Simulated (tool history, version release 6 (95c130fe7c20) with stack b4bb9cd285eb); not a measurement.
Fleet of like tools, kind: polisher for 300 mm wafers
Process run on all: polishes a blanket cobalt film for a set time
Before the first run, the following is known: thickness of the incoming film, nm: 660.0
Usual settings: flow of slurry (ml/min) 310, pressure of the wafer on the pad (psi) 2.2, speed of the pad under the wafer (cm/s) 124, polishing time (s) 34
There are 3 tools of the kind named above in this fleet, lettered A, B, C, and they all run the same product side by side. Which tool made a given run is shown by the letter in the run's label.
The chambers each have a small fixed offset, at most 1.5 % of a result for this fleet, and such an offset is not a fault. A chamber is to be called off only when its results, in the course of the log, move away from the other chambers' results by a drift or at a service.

run	hour	flow of slurry (ml/min)	pressure of the wafer on the pad (psi)	speed of the pad under the wafer (cm/s)	polishing time (s)	film removed (nm)
# hour 1.2: chamber B: worn pad replaced by a new one
# hour 6.2: chamber C: worn pad replaced by a new one
1B	10.6	310	2.2	124	34	284.05
2C	18.9	310	2.2	124	34	270.77
3A	32.4	310	2.2	124	34	272.99
4A	41	310	2.2	124	34	275.09
5B	49.9	310	2.2	124	34	284.88
# hour 51.1: chamber A: worn pad replaced by a new one
6C	63.2	310	2.2	124	34	266.53
7C	71.8	310	2.2	124	34	267.78
8B	87.4	310	2.2	124	34	277.69
9A	100	310	2.2	124	34	279.33
# hour 102.5: chamber C: worn pad replaced by a new one
# hour 102.6: chamber B: worn pad replaced by a new one
10A	109.3	310	2.2	124	34	269.27
11B	124.1	310	2.2	124	34	282.67
12C	138.7	310	2.2	124	34	272.95
13B	151	310	2.2	124	34	278.16
# hour 157.4: chamber A: worn pad replaced by a new one
14A	158.3	310	2.2	124	34	268.02
15C	172.4	310	2.2	124	34	268.55
16C	186.3	310	2.2	124	34	265.88
# hour 186.8: chamber C: slurry nozzle cleaned
# hour 187.9: chamber C: worn pad replaced by a new one
17B	198.3	310	2.2	124	34	282.6
# hour 202.3: chamber B: worn pad replaced by a new one
18A	212.1	310	2.2	124	34	265.03
19B	219.8	310	2.2	124	34	279.64
# hour 228.8: chamber A: slurry nozzle cleaned
20C	229.8	310	2.2	124	34	271.58
# hour 236.3: chamber B: slurry nozzle cleaned
# hour 243: chamber A: worn pad replaced by a new one
21A	243.3	310	2.2	124	34	261.38
22C	256.5	310	2.2	124	34	270.82
23A	270	310	2.2	124	34	259.61
# hour 272.1: chamber C: worn pad replaced by a new one
24B	279.3	310	2.2	124	34	274.48
# hour 286.9: chamber B: worn pad replaced by a new one
25B	295.4	310	2.2	124	34	278.94
26C	310.8	310	2.2	124	34	267.88
# hour 323.2: chamber A: worn pad replaced by a new one
27A	323.7	310	2.2	124	34	258.16
28C	338.7	310	2.2	124	34	268.69
29A	352.1	310	2.2	124	34	253.11
30B	363.6	310	2.8	108	34	312.86
# hour 368.7: chamber B: worn pad replaced by a new one
# hour 373.6: chamber C: worn pad replaced by a new one
31A	374.2	310	2.8	108	34	277.16
32C	384.1	310	2.8	108	34	305.61
33B	399.5	310	2.2	124	34	282.94
34C	409.3	310	1.7	124	34	209.2
# hour 414.2: chamber A: worn pad replaced by a new one
35B	423.4	310	1.7	124	34	216.3
36A	431	310	1.7	124	34	197.04
37A	442.5	310	2.2	124	34	243.86
# hour 449.4: chamber B: head pressure recalibrated
# hour 453.9: chamber C: worn pad replaced by a new one
38C	454.2	310	2.2	124	34	279.12
39B	463	310	2.2	124	34	279.54

Predict what each chamber gives when all 3 of them run the settings below next.
40A	474.8	310	1.8	124	34	?
40B	474.8	310	1.8	124	34	?
40C	474.8	310	1.8	124	34	?

run	film removed (nm)
40A	200.31
40B	232.98
40C	223.86

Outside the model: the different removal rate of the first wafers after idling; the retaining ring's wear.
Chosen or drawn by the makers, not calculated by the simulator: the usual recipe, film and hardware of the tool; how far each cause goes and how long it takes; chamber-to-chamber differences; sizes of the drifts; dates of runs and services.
